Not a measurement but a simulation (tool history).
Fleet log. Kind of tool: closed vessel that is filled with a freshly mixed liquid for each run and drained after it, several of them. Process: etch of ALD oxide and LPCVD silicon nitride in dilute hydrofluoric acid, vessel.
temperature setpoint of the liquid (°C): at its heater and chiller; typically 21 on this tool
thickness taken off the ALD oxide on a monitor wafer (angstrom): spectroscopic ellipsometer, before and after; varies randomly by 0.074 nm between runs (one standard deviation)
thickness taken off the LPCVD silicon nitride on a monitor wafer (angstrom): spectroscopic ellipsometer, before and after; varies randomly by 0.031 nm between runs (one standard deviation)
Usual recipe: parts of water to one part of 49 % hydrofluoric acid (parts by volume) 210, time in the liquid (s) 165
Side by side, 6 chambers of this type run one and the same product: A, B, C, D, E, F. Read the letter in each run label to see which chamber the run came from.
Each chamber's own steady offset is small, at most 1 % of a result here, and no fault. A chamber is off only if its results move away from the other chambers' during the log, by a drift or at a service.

| run | day | temperature setpoint of the liquid (°C) | parts of water to one part of 49 % hydrofluoric acid (parts by volume) | time in the liquid (s) | read-back film thickness of the ALD oxide reference wafer, read on the same gauge (nm) | read-back film thickness of the LPCVD silicon nitride reference wafer, read on the same gauge (nm) | thickness taken off the ALD oxide on a monitor wafer (angstrom) | thickness taken off the LPCVD silicon nitride on a monitor wafer (angstrom) |
|---|---|---|---|---|---|---|---|---|
| 1C | 0.25 | 21 | 210 | 165 | 110.01 | 100 | 200.66 | 2.8004 |
| 2F | 0.504 | 21 | 210 | 165 | 110.04 | 99.989 | 199.1 | 3.4382 |
| 3A | 0.833 | 21 | 210 | 165 | 110.02 | 100.03 | 200.68 | 2.9125 |
| 4E | 1.117 | 21 | 210 | 165 | 110.01 | 100 | 201.04 | 3.227 |
| 5B | 1.496 | 21 | 210 | 165 | 109.99 | 99.987 | 200.86 | 3.5758 |
| 6D | 1.842 | 23 | 210 | 120 | 110.03 | 99.995 | 157.29 | 2.7308 |
|  | 1.867 | chamber B: thermometer replaced |
| 7D | 2.175 | 23 | 210 | 120 | 109.99 | 99.988 | 158.07 | 2.2748 |
| 8E | 2.533 | 23 | 210 | 120 | 109.99 | 99.996 | 157.4 | 2.8643 |
| 9F | 2.788 | 23 | 210 | 120 | 110.01 | 99.987 | 157.09 | 2.125 |
| 10C | 3 | 23 | 210 | 120 | 109.96 | 100.02 | 157.65 | 2.6432 |
| 11B | 3.362 | 23 | 210 | 120 | 109.94 | 99.975 | 157.47 | 2.8097 |
| 12A | 3.812 | 21 | 210 | 165 | 110.06 | 99.992 | 199.89 | 3.1617 |
| 13E | 4.138 | 23.5 | 245 | 165 | 110.01 | 100.02 | 181.97 | 3.1054 |
| 14F | 4.354 | 23.5 | 245 | 165 | 110 | 99.999 | 182.35 | 3.3893 |
| 15C | 4.629 | 23.5 | 245 | 165 | 110.03 | 99.997 | 181.69 | 3.4051 |
| 16B | 4.933 | 23.5 | 245 | 165 | 109.97 | 100.02 | 182.86 | 3.2369 |
| 17A | 5.346 | 23.5 | 245 | 165 | 109.94 | 99.991 | 182.12 | 3.2189 |
| 18D | 5.762 | 23.5 | 245 | 165 | 110 | 100.03 | 184.57 | 3.0987 |
| 19B | 6.067 | 21 | 210 | 165 | 109.98 | 100.01 | 201.67 | 3.0647 |
| 20C | 6.275 | 21 | 210 | 165 | 110 | 100 | 200.63 | 3.4356 |
| 21A | 6.712 | 21 | 210 | 165 | 110.01 | 99.985 | 199.07 | 3.4001 |
| 22E | 7.067 | 21 | 210 | 165 | 109.99 | 100 | 199.74 | 3.5262 |
| 23D | 7.417 | 21 | 210 | 165 | 110.03 | 99.992 | 203.66 | 3.0531 |
| 24F | 7.725 | 21 | 210 | 165 | 109.99 | 100.01 | 199.12 | 3.104 |
| 25F | 7.958 | 21 | 210 | 255 | 110.03 | 99.977 | 307.23 | 5.0973 |
| 26A | 8.25 | 21 | 210 | 255 | 110.04 | 100.03 | 308.21 | 5.5567 |
| 27B | 8.525 | 21 | 210 | 255 | 109.99 | 100.02 | 310.75 | 4.4087 |
| 28C | 8.779 | 21 | 210 | 255 | 110 | 100.01 | 308.47 | 4.8402 |
| 29D | 9.108 | 21 | 210 | 255 | 110.02 | 100.02 | 319.64 | 4.7519 |
| 30E | 9.508 | 21 | 210 | 255 | 109.98 | 99.986 | 307.84 | 5.3719 |
| 31F | 9.754 | 21 | 210 | 165 | 109.96 | 100.03 | 198.46 | 2.9253 |
| 32A | 10.171 | 21 | 210 | 165 | 110.01 | 99.992 | 199.59 | 3.2492 |
| 33E | 10.621 | 21 | 210 | 165 | 109.99 | 100.02 | 200.37 | 2.9095 |
| 34D | 10.988 | 21 | 210 | 165 | 109.97 | 99.987 | 208.76 | 3.2225 |
| 35B | 11.338 | 18 | 210 | 165 | 110.03 | 100 | 179.12 | 2.7084 |
| 36C | 11.604 | 18 | 210 | 165 | 109.97 | 100.04 | 177.94 | 2.8851 |
| 37A | 11.808 | 18 | 210 | 165 | 109.99 | 99.977 | 177.08 | 2.5787 |

Does one chamber stand apart from the rest, does the shared gauge drift, or is all well apart from small per-chamber offsets? Give the chamber and the most likely cause, where there is one.

Chamber D drifts away from the others.
Cause: hydrofluoric acid flow above the setpoint (%) = 2.92.

Below are 4 candidate recipes for chamber D's next run, each the usual settings with a change, their results shown as question marks. Which of them brings D's results back in line with what the other chambers give on the usual settings?
In line means no further than this from the other chambers' mean on the usual settings: thickness taken off the ALD oxide on a monitor wafer (angstrom) 2.6; thickness taken off the LPCVD silicon nitride on a monitor wafer (angstrom) 1.1
| 38D-1 | 12.129 | 20.5 | 205 | 165 |  |  | ? | ? |
| 38D-2 | 12.129 | 20.5 | 200 | 165 |  |  | ? | ? |
| 38D-3 | 12.129 | 21.5 | 215 | 165 |  |  | ? | ? |
| 38D-4 | 12.129 | 21.5 | 220 | 165 |  |  | ? | ? |

The other chambers' mean on the usual settings: thickness taken off the ALD oxide on a monitor wafer (angstrom) 200.14; thickness taken off the LPCVD silicon nitride on a monitor wafer (angstrom) 3.1628
| run | thickness taken off the ALD oxide on a monitor wafer (angstrom) | thickness taken off the LPCVD silicon nitride on a monitor wafer (angstrom) |
|---|---|---|
| 38D-1 | 210.64 | 3.13 |
| 38D-2 | 217.01 | 3.2068 |
| 38D-3 | 206.63 | 3.1894 |
| 38D-4 | 200.9 | 3.1179 |
The answer is 38D-4, which returns the chamber to within the allowed miss of the others.
